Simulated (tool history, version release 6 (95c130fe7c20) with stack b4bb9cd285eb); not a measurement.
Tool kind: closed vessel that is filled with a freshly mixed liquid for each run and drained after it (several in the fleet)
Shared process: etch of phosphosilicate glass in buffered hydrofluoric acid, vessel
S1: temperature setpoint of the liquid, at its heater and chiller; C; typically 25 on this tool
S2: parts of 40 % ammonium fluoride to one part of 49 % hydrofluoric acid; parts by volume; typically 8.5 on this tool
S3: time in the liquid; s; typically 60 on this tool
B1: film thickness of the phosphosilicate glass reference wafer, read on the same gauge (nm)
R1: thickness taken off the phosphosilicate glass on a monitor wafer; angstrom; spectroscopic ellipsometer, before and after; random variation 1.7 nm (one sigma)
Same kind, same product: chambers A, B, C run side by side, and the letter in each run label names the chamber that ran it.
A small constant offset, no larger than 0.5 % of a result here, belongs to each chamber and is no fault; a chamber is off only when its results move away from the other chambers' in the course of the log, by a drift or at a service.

{"run": "1B", "hour": 10.3, "S1": 25, "S2": 8.5, "S3": 60, "B1": 150.01, "R1": 4524.1}
{"run": "2A", "hour": 20.3, "S1": 25, "S2": 8.5, "S3": 60, "B1": 149.97, "R1": 4543.8}
{"run": "3C", "hour": 28.6, "S1": 25, "S2": 8.5, "S3": 60, "B1": 150.03, "R1": 4501.6}
{"run": "4B", "hour": 37.6, "S1": 25, "S2": 8.5, "S3": 60, "B1": 150, "R1": 4524.7}
{"hour": 39.1, "done": "chamber B: thermometer replaced"}
{"run": "5C", "hour": 46.8, "S1": 25, "S2": 12, "S3": 60, "B1": 150.02, "R1": 3328.7}
{"run": "6A", "hour": 57.2, "S1": 25, "S2": 12, "S3": 60, "B1": 150.02, "R1": 3327.8}
{"run": "7A", "hour": 67.4, "S1": 25, "S2": 12, "S3": 60, "B1": 149.97, "R1": 3347.3}
{"run": "8C", "hour": 75.2, "S1": 25, "S2": 8.5, "S3": 60, "B1": 150.01, "R1": 4534}
{"run": "9B", "hour": 84.8, "S1": 25, "S2": 8.5, "S3": 60, "B1": 150.02, "R1": 4519.3}
{"run": "10A", "hour": 92.1, "S1": 25, "S2": 8.5, "S3": 60, "B1": 150.07, "R1": 4553.4}
{"run": "11B", "hour": 104.4, "S1": 27, "S2": 8.5, "S3": 60, "B1": 149.99, "R1": 5051.1}
{"run": "12C", "hour": 112.6, "S1": 27, "S2": 8.5, "S3": 60, "B1": 150.03, "R1": 5044.8}
{"run": "13A", "hour": 121.3, "S1": 27, "S2": 8.5, "S3": 60, "B1": 150.05, "R1": 5046.1}
{"run": "14B", "hour": 130.3, "S1": 25, "S2": 8.5, "S3": 60, "B1": 149.99, "R1": 4537.7}
{"run": "15C", "hour": 136.1, "S1": 25, "S2": 11, "S3": 80, "B1": 149.95, "R1": 4855.4}
{"run": "16C", "hour": 146.4, "S1": 25, "S2": 11, "S3": 80, "B1": 149.99, "R1": 4839}
{"run": "17B", "hour": 157.8, "S1": 25, "S2": 11, "S3": 80, "B1": 150.01, "R1": 4840.6}
{"run": "18A", "hour": 164.7, "S1": 25, "S2": 8.5, "S3": 60, "B1": 150.05, "R1": 4515.6}
{"run": "19B", "hour": 177.2, "S1": 25, "S2": 8.5, "S3": 60, "B1": 149.97, "R1": 4503.8}
{"run": "20A", "hour": 186.0, "S1": 25, "S2": 8.5, "S3": 60, "B1": 149.99, "R1": 4531.8}
{"run": "21C", "hour": 192.3, "S1": 25, "S2": 8.5, "S3": 60, "B1": 149.98, "R1": 4522.9}
{"run": "22A", "hour": 198.5, "S1": 25, "S2": 8.5, "S3": 60, "B1": 149.98, "R1": 4541.8}
{"run": "23B", "hour": 209.6, "S1": 25, "S2": 8.5, "S3": 60, "B1": 149.95, "R1": 4508.7}
{"run": "24C", "hour": 219.7, "S1": 25, "S2": 8.5, "S3": 60, "B1": 149.99, "R1": 4542.9}
{"run": "25B", "hour": 226.6, "S1": 25, "S2": 8.5, "S3": 60, "B1": 150.04, "R1": 4530.3}
{"run": "26A", "hour": 237.3, "S1": 25, "S2": 8.5, "S3": 60, "B1": 150, "R1": 4528.5}
{"run": "27C", "hour": 247.3, "S1": 25, "S2": 8.5, "S3": 60, "B1": 150.03, "R1": 4511.5}
{"hour": 250.6, "done": "chamber C: hydrofluoric acid flow meter replaced"}
{"run": "28C", "hour": 252.9, "S1": 25, "S2": 12, "S3": 50, "B1": 150, "R1": 2768}
{"run": "29B", "hour": 258.9, "S1": 25, "S2": 12, "S3": 50, "B1": 149.96, "R1": 2786.4}

Next, every chamber runs the same settings. What will each give?
{"run": "30A", "hour": 267.9, "S1": 22.5, "S2": 8.5, "S3": 60, "R1": "?"}
{"run": "30B", "hour": 267.9, "S1": 22.5, "S2": 8.5, "S3": 60, "R1": "?"}
{"run": "30C", "hour": 267.9, "S1": 22.5, "S2": 8.5, "S3": 60, "R1": "?"}

run=30A R1=3945.8
run=30B R1=3917.3
run=30C R1=3982.2

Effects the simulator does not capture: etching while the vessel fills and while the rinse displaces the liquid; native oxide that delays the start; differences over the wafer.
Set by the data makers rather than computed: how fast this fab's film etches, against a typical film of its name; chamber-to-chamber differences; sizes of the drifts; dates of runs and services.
